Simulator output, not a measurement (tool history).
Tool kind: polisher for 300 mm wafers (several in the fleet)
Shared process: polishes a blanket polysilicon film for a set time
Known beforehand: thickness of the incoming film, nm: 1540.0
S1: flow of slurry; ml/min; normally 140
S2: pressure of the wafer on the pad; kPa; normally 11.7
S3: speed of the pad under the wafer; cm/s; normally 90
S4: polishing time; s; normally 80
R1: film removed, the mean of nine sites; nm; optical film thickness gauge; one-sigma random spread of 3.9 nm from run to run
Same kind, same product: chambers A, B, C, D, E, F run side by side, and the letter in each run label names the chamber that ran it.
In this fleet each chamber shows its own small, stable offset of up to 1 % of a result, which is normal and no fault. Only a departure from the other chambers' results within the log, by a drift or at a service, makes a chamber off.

| run | day | S1 | S2 | S3 | S4 | R1 |
|---|---|---|---|---|---|---|
| 1A | 0.492 | 140 | 11.7 | 90 | 80 | 374.41 |
| 2D | 1.112 | 140 | 11.7 | 90 | 80 | 368.66 |
|  | 1.479 | chamber E: worn pad replaced by a new one |
| 3B | 1.704 | 140 | 11.7 | 90 | 80 | 373.27 |
| 4F | 2.3 | 140 | 11.7 | 90 | 80 | 371.4 |
|  | 2.638 | chamber A: worn pad replaced by a new one |
| 5C | 2.738 | 140 | 11.7 | 90 | 80 | 368.22 |
|  | 2.804 | chamber F: worn pad replaced by a new one |
| 6E | 3.012 | 140 | 14.5 | 90 | 60 | 344.99 |
|  | 3.35 | chamber C: worn pad replaced by a new one |
| 7A | 3.354 | 140 | 14.5 | 90 | 60 | 341.09 |
|  | 3.721 | chamber B: slurry nozzle cleaned |
| 8B | 3.967 | 140 | 14.5 | 90 | 60 | 343.7 |
| 9E | 4.454 | 140 | 14.5 | 90 | 60 | 344.68 |
| 10F | 4.904 | 140 | 14.5 | 90 | 60 | 347.82 |
|  | 4.942 | chamber D: worn pad replaced by a new one |
|  | 5.238 | chamber B: worn pad replaced by a new one |
| 11D | 5.388 | 140 | 14.5 | 90 | 60 | 340.79 |
|  | 5.5 | chamber F: slurry nozzle cleaned |
|  | 5.721 | chamber E: worn pad replaced by a new one |
|  | 5.975 | chamber A: slurry nozzle cleaned |
| 12C | 6.004 | 140 | 11.7 | 90 | 80 | 365 |
|  | 6.512 | chamber A: worn pad replaced by a new one |
| 13E | 6.583 | 140 | 11.7 | 90 | 80 | 372.59 |
| 14F | 6.854 | 140 | 11.7 | 90 | 80 | 374.51 |
| 15C | 7.138 | 140 | 11.7 | 90 | 80 | 365.33 |
|  | 7.183 | chamber F: worn pad replaced by a new one |
| 16A | 7.508 | 140 | 11.7 | 90 | 80 | 368.47 |
|  | 7.879 | chamber C: slurry nozzle cleaned |
| 17B | 8.092 | 140 | 11.7 | 90 | 80 | 368.9 |
| 18D | 8.6 | 140 | 11.7 | 90 | 80 | 369.06 |
| 19C | 8.958 | 140 | 11.7 | 90 | 80 | 363.07 |
|  | 8.979 | chamber C: worn pad replaced by a new one |
|  | 9.067 | chamber A: head pressure recalibrated |
| 20B | 9.562 | 140 | 11.7 | 90 | 80 | 367.99 |
|  | 9.821 | chamber E: worn pad replaced by a new one |
|  | 9.892 | chamber A: worn pad replaced by a new one |
|  | 10.021 | chamber D: worn pad replaced by a new one |
| 21A | 10.104 | 140 | 11.7 | 90 | 80 | 332.39 |
| 22F | 10.496 | 140 | 11.7 | 90 | 80 | 367.82 |
|  | 10.842 | chamber B: worn pad replaced by a new one |
| 23E | 10.967 | 140 | 11.7 | 90 | 80 | 371.7 |
|  | 11.192 | chamber F: worn pad replaced by a new one |
| 24D | 11.233 | 140 | 11.7 | 90 | 80 | 373.9 |
| 25E | 11.829 | 95 | 15.2 | 90 | 80 | 438.06 |
| 26F | 12.421 | 95 | 15.2 | 90 | 80 | 440.43 |
| 27C | 13 | 95 | 15.2 | 90 | 80 | 446.03 |
| 28B | 13.342 | 95 | 15.2 | 90 | 80 | 436.97 |
| 29D | 13.692 | 95 | 15.2 | 90 | 80 | 441.25 |
|  | 14.025 | chamber A: worn pad replaced by a new one |
| 30A | 14.279 | 95 | 15.2 | 90 | 80 | 400.64 |
|  | 14.288 | chamber C: worn pad replaced by a new one |
| 31E | 14.662 | 140 | 11.7 | 90 | 80 | 374.79 |
|  | 14.921 | chamber A: slurry nozzle cleaned |
| 32F | 14.958 | 140 | 11.7 | 90 | 102 | 472.12 |
|  | 15.062 | chamber F: worn pad replaced by a new one |
|  | 15.154 | chamber D: worn pad replaced by a new one |
| 33B | 15.329 | 140 | 11.7 | 90 | 102 | 465.13 |
|  | 15.467 | chamber C: head pressure recalibrated |
| 34A | 15.767 | 140 | 11.7 | 90 | 102 | 427.99 |
| 35D | 16.292 | 140 | 11.7 | 90 | 102 | 475.93 |
|  | 16.325 | chamber F: slurry nozzle cleaned |
| 36C | 16.596 | 140 | 11.7 | 90 | 102 | 472.76 |
|  | 16.675 | chamber B: worn pad replaced by a new one |
| 37B | 17.083 | 140 | 11.7 | 90 | 102 | 462.58 |
| 38F | 17.642 | 140 | 11.7 | 90 | 80 | 372.61 |
| 39D | 18.133 | 140 | 11.7 | 72 | 80 | 296.5 |

Read the log: is a single chamber off, either drifting away or since a service, is the gauge that measures every chamber drifting, or is nothing wrong beyond small per-chamber offsets? Name any odd chamber and what most likely caused it.

A service left chamber A off against the others.
What lies behind it: head's pressure below its setpoint, % = 9.75.

Here are 4 candidates for chamber A's next run, each the usual settings with a change, their results left as question marks. Which one brings its results back in line with what the others give on the usual settings?
To be in line, a result may differ from the other chambers' mean on the usual settings by at most: R1 14 nm
| 40A-1 | 18.579 | 140 | 11.7 | 80 | 80 | ? |
| 40A-2 | 18.579 | 140 | 11.7 | 88 | 78 | ? |
| 40A-3 | 18.579 | 140 | 11.7 | 92 | 82 | ? |
| 40A-4 | 18.579 | 140 | 11.7 | 96 | 85 | ? |

The other chambers' mean on the usual settings: R1 370.3 nm
| run | R1 |
|---|---|
| 40A-1 | 291.98 |
| 40A-2 | 313.64 |
| 40A-3 | 344.94 |
| 40A-4 | 373.33 |
40A-4 is the one that brings the chamber's results back in line with the other chambers.
